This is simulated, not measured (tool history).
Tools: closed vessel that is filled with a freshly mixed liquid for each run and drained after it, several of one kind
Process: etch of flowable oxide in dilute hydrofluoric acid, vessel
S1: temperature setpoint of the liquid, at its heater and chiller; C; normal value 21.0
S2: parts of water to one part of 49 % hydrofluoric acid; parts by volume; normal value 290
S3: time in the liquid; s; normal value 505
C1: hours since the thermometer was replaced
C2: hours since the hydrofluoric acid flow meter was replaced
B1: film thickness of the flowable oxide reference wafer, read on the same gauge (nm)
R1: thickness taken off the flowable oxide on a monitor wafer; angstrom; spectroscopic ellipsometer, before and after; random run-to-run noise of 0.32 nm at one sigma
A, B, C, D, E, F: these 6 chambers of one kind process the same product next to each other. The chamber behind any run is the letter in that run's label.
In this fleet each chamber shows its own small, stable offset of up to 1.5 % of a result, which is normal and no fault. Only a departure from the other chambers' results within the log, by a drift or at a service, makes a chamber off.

| run | hour | S1 | S2 | S3 | C1 | C2 | B1 | R1 |
|---|---|---|---|---|---|---|---|---|
|  | 3.9 | chamber B: hydrofluoric acid flow meter replaced |
|  | 8.0 | chamber A: thermometer replaced |
|  | 10.5 | chamber C: thermometer replaced |
| 1B | 10.5 | 21.0 | 290 | 505 | 1359.9 | 6.6 | 129.98 | 542.96 |
| 2E | 24.7 | 21.0 | 290 | 505 | 169.9 | 1262.3 | 129.99 | 547.87 |
| 3F | 38.0 | 21.0 | 290 | 505 | 718.7 | 1585.7 | 129.97 | 547.16 |
| 4D | 48.4 | 21.0 | 290 | 505 | 423.4 | 680.9 | 130.02 | 550.45 |
| 5A | 58.3 | 21.0 | 290 | 505 | 50.4 | 617.4 | 130.01 | 543.03 |
| 6C | 71.1 | 21.0 | 210 | 505 | 60.7 | 1096.3 | 129.99 | 805.57 |
| 7E | 79.7 | 21.0 | 210 | 505 | 224.9 | 1317.3 | 130.02 | 807.66 |
| 8C | 86.3 | 21.0 | 210 | 505 | 75.9 | 1111.5 | 130.01 | 813.80 |
| 9B | 95.6 | 21.0 | 210 | 505 | 1445.0 | 91.7 | 129.98 | 808.75 |
| 10A | 102.7 | 21.0 | 210 | 505 | 94.8 | 661.8 | 130.01 | 815.94 |
| 11F | 114.8 | 21.0 | 210 | 505 | 795.5 | 1662.5 | 129.97 | 795.31 |
| 12D | 126.5 | 21.0 | 290 | 505 | 501.5 | 759.0 | 130.00 | 547.21 |
| 13F | 140.5 | 21.0 | 290 | 505 | 821.2 | 1688.2 | 129.98 | 540.78 |
| 14B | 153.6 | 21.0 | 290 | 505 | 1503.0 | 149.7 | 129.97 | 541.30 |
| 15A | 160.5 | 21.0 | 290 | 505 | 152.6 | 719.6 | 130.01 | 540.67 |
| 16C | 174.7 | 21.0 | 290 | 505 | 164.3 | 1199.9 | 130.05 | 542.53 |
| 17E | 186.3 | 21.0 | 290 | 505 | 331.5 | 1423.9 | 130.00 | 538.10 |
| 18D | 197.1 | 21.0 | 290 | 505 | 572.1 | 829.6 | 129.98 | 556.90 |
| 19C | 205.7 | 21.0 | 290 | 505 | 195.3 | 1230.9 | 129.98 | 539.37 |
| 20E | 213.2 | 21.0 | 290 | 505 | 358.4 | 1450.8 | 130.00 | 547.22 |
| 21D | 220.3 | 21.0 | 290 | 505 | 595.3 | 852.8 | 130.02 | 548.52 |
| 22A | 226.5 | 21.0 | 290 | 505 | 218.6 | 785.6 | 130.02 | 551.95 |
| 23B | 236.7 | 21.0 | 290 | 505 | 1586.1 | 232.8 | 130.01 | 547.97 |
| 24F | 246.6 | 21.0 | 290 | 505 | 927.3 | 1794.3 | 129.98 | 541.77 |
| 25F | 257.3 | 21.0 | 290 | 505 | 938.0 | 1805.0 | 129.98 | 541.71 |
| 26B | 271.0 | 25.0 | 290 | 360 | 1620.4 | 267.1 | 129.99 | 444.02 |
| 27C | 284.4 | 25.0 | 290 | 360 | 274.0 | 1309.6 | 130.04 | 446.68 |
| 28D | 294.7 | 25.0 | 290 | 360 | 669.7 | 927.2 | 129.97 | 454.76 |
|  | 295.7 | chamber B: thermometer replaced |
| 29E | 307.9 | 25.0 | 290 | 360 | 453.1 | 1545.5 | 130.04 | 444.37 |
|  | 312.5 | chamber E: thermometer replaced |
|  | 312.9 | chamber D: thermometer replaced |
| 30A | 322.0 | 25.0 | 290 | 360 | 314.1 | 881.1 | 129.96 | 444.20 |
| 31B | 335.8 | 25.0 | 290 | 360 | 40.2 | 331.9 | 130.01 | 442.35 |
| 32E | 343.8 | 21.0 | 290 | 505 | 31.4 | 1581.4 | 130.00 | 547.45 |
| 33D | 351.8 | 22.5 | 290 | 505 | 39.0 | 984.3 | 129.97 | 577.50 |
| 34A | 365.6 | 22.5 | 290 | 505 | 357.7 | 924.7 | 129.97 | 579.59 |
| 35C | 378.8 | 22.5 | 290 | 505 | 368.4 | 1404.0 | 130.00 | 565.76 |
|  | 383.2 | chamber C: hydrofluoric acid flow meter replaced |
| 36F | 387.8 | 22.5 | 290 | 505 | 1068.5 | 1935.5 | 130.02 | 571.77 |
| 37E | 394.3 | 22.5 | 290 | 505 | 81.9 | 1631.9 | 130.01 | 578.11 |
| 38A | 407.2 | 22.5 | 290 | 505 | 399.3 | 966.3 | 130.03 | 571.98 |
| 39C | 415.6 | 21.0 | 290 | 505 | 405.2 | 32.4 | 129.99 | 541.84 |
| 40F | 427.9 | 21.0 | 290 | 505 | 1108.6 | 1975.6 | 129.99 | 539.60 |
| 41B | 440.0 | 21.0 | 290 | 505 | 144.4 | 436.1 | 130.02 | 543.28 |
|  | 451.0 | chamber C: thermometer replaced |
| 42D | 453.5 | 21.0 | 290 | 505 | 140.7 | 1086.0 | 130.00 | 544.59 |
| 43C | 460.1 | 23.0 | 290 | 505 | 9.2 | 76.9 | 129.98 | 582.53 |

What goes on in this fleet: one chamber off, a drifting gauge, or nothing beyond the chambers' own small offsets? Name the chamber and the cause, if any.

No chamber stands off beyond its own small offset, and the gauge holds steady.
